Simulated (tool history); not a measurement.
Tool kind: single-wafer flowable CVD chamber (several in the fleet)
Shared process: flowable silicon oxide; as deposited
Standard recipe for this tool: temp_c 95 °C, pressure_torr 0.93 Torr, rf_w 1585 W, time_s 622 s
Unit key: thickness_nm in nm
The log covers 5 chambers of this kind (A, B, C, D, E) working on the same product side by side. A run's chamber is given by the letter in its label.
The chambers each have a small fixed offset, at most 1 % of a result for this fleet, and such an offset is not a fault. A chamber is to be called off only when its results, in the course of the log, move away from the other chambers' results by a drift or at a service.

| run | day | temp_c | pressure_torr | rf_w | time_s | hours since the last thermocouple change | hours since the last RF generator calibration | hours since the last manometer calibration | read-back reference wafer on the same gauge, thickness_nm | thickness_nm |
|---|---|---|---|---|---|---|---|---|---|---|
| 1B | 0.233 | 95 | 0.93 | 1585 | 622 | 895.3 | 199.0 | 831.4 | 428.80 | 506.24 |
| 2A | 0.675 | 95 | 0.93 | 1585 | 622 | 801.3 | 470.3 | 1355.9 | 428.58 | 503.14 |
| 3E | 0.888 | 95 | 0.93 | 1585 | 622 | 646.5 | 338.1 | 1402.0 | 428.80 | 506.47 |
| 4D | 1.250 | 95 | 0.93 | 1585 | 622 | 447.9 | 2430.0 | 513.6 | 429.15 | 508.12 |
| 5C | 1.475 | 95 | 0.93 | 1585 | 622 | 1053.7 | 2326.6 | 2236.6 | 429.65 | 508.29 |
| 6E | 1.804 | 95 | 0.93 | 1585 | 622 | 668.5 | 360.1 | 1424.0 | 428.57 | 506.73 |
| 7B | 2.017 | 95 | 0.93 | 1585 | 622 | 938.1 | 241.8 | 874.2 | 428.97 | 508.74 |
| 8C | 2.312 | 95 | 0.93 | 1585 | 622 | 1073.8 | 2346.7 | 2256.7 | 428.42 | 505.87 |
| 9D | 2.592 | 107 | 0.93 | 1585 | 716 | 480.1 | 2462.2 | 545.8 | 428.75 | 395.57 |
| 10A | 2.950 | 107 | 0.93 | 1585 | 716 | 855.9 | 524.9 | 1410.5 | 429.01 | 388.45 |
| 11C | 3.229 | 107 | 0.93 | 1585 | 716 | 1095.8 | 2368.7 | 2278.7 | 428.98 | 391.25 |
| 12D | 3.538 | 107 | 0.93 | 1585 | 716 | 502.8 | 2484.9 | 568.5 | 428.96 | 395.99 |
| 13B | 3.762 | 107 | 0.93 | 1585 | 716 | 980.0 | 283.7 | 916.1 | 429.01 | 390.18 |
| 14E | 4.088 | 95 | 0.93 | 1585 | 622 | 723.3 | 414.9 | 1478.8 | 429.16 | 503.59 |
| 15A | 4.338 | 95 | 0.93 | 1585 | 622 | 889.2 | 558.2 | 1443.8 | 428.68 | 499.34 |
| 16D | 4.721 | 95 | 0.93 | 1585 | 622 | 531.2 | 2513.3 | 596.9 | 428.81 | 511.35 |
| 17C | 5.162 | 95 | 0.93 | 1585 | 622 | 1142.2 | 2415.1 | 2325.1 | 428.95 | 506.24 |
| 18A | 5.467 | 95 | 0.93 | 1585 | 622 | 916.3 | 585.3 | 1470.9 | 429.39 | 503.10 |
| 19E | 5.688 | 95 | 0.93 | 1585 | 622 | 761.7 | 453.3 | 1517.2 | 428.82 | 503.01 |
| 20B | 6.033 | 95 | 0.93 | 1585 | 622 | 1034.5 | 338.2 | 970.6 | 429.01 | 507.01 |
| 21C | 6.475 | 95 | 0.93 | 1585 | 622 | 1173.7 | 2446.6 | 2356.6 | 428.67 | 506.45 |
| 22E | 6.871 | 95 | 0.93 | 1585 | 622 | 790.1 | 481.7 | 1545.6 | 428.90 | 503.71 |
|  | 7.033 | chamber B: thermocouple changed; heater temperature recalibrated |
| 23A | 7.167 | 95 | 0.93 | 1585 | 622 | 957.1 | 626.1 | 1511.7 | 428.83 | 498.44 |
| 24D | 7.392 | 95 | 0.93 | 1585 | 622 | 595.3 | 2577.4 | 661.0 | 428.64 | 508.46 |
| 25B | 7.675 | 95 | 0.93 | 1585 | 622 | 15.5 | 377.6 | 1010.0 | 428.94 | 507.14 |
| 26D | 8.004 | 95 | 0.93 | 1585 | 622 | 610.0 | 2592.1 | 675.7 | 429.27 | 505.50 |
| 27E | 8.354 | 95 | 0.93 | 1585 | 622 | 825.7 | 517.3 | 1581.2 | 429.12 | 502.08 |
| 28B | 8.558 | 95 | 0.93 | 1585 | 622 | 36.7 | 398.8 | 1031.2 | 429.23 | 505.91 |
|  | 8.904 | chamber C: RF generator calibrated |
| 29C | 8.925 | 95 | 0.93 | 1585 | 622 | 1232.5 | 0.6 | 2415.4 | 429.20 | 506.10 |
| 30A | 9.146 | 95 | 0.93 | 1585 | 622 | 1004.6 | 673.6 | 1559.2 | 428.97 | 499.67 |
| 31D | 9.400 | 95 | 0.93 | 1585 | 622 | 643.5 | 2625.6 | 709.2 | 429.35 | 506.69 |
| 32A | 9.821 | 95 | 0.93 | 1585 | 622 | 1020.8 | 689.8 | 1575.4 | 428.69 | 503.25 |
| 33B | 10.054 | 95 | 0.93 | 1585 | 622 | 72.6 | 434.7 | 1067.1 | 428.94 | 503.28 |
| 34C | 10.354 | 95 | 0.93 | 1585 | 622 | 1266.8 | 34.9 | 2449.7 | 428.90 | 507.83 |
| 35E | 10.567 | 95 | 0.93 | 1585 | 622 | 878.8 | 570.4 | 1634.3 | 429.13 | 496.59 |
|  | 10.608 | chamber D: RF generator calibrated |
| 36E | 10.783 | 82 | 0.93 | 1585 | 622 | 884.0 | 575.6 | 1639.5 | 429.25 | 746.96 |
|  | 10.846 | chamber C: capacitance manometer re-zeroed and calibrated |
| 37A | 11.171 | 82 | 0.93 | 1585 | 622 | 1053.2 | 722.2 | 1607.8 | 429.38 | 748.04 |
| 38B | 11.608 | 82 | 0.93 | 1585 | 622 | 109.9 | 472.0 | 1104.4 | 429.07 | 760.04 |
| 39D | 11.933 | 82 | 0.93 | 1585 | 622 | 704.3 | 31.8 | 770.0 | 429.28 | 757.47 |
| 40C | 12.217 | 82 | 0.93 | 1585 | 622 | 1311.5 | 79.6 | 32.9 | 429.26 | 758.93 |
| 41B | 12.621 | 95 | 0.93 | 1585 | 622 | 134.2 | 496.3 | 1128.7 | 429.44 | 506.23 |
| 42E | 13.038 | 101 | 0.93 | 1585 | 622 | 938.1 | 629.7 | 1693.6 | 428.82 | 406.37 |

Predict what each chamber gives when all 5 of them run the settings below next.
| 43A | 13.371 | 95 | 0.93 | 1585 | 622 |  |  |  |  | ? |
| 43B | 13.371 | 95 | 0.93 | 1585 | 622 |  |  |  |  | ? |
| 43C | 13.371 | 95 | 0.93 | 1585 | 622 |  |  |  |  | ? |
| 43D | 13.371 | 95 | 0.93 | 1585 | 622 |  |  |  |  | ? |
| 43E | 13.371 | 95 | 0.93 | 1585 | 622 |  |  |  |  | ? |

| run | thickness_nm |
|---|---|
| 43A | 502.69 |
| 43B | 509.62 |
| 43C | 505.80 |
| 43D | 510.92 |
| 43E | 495.11 |

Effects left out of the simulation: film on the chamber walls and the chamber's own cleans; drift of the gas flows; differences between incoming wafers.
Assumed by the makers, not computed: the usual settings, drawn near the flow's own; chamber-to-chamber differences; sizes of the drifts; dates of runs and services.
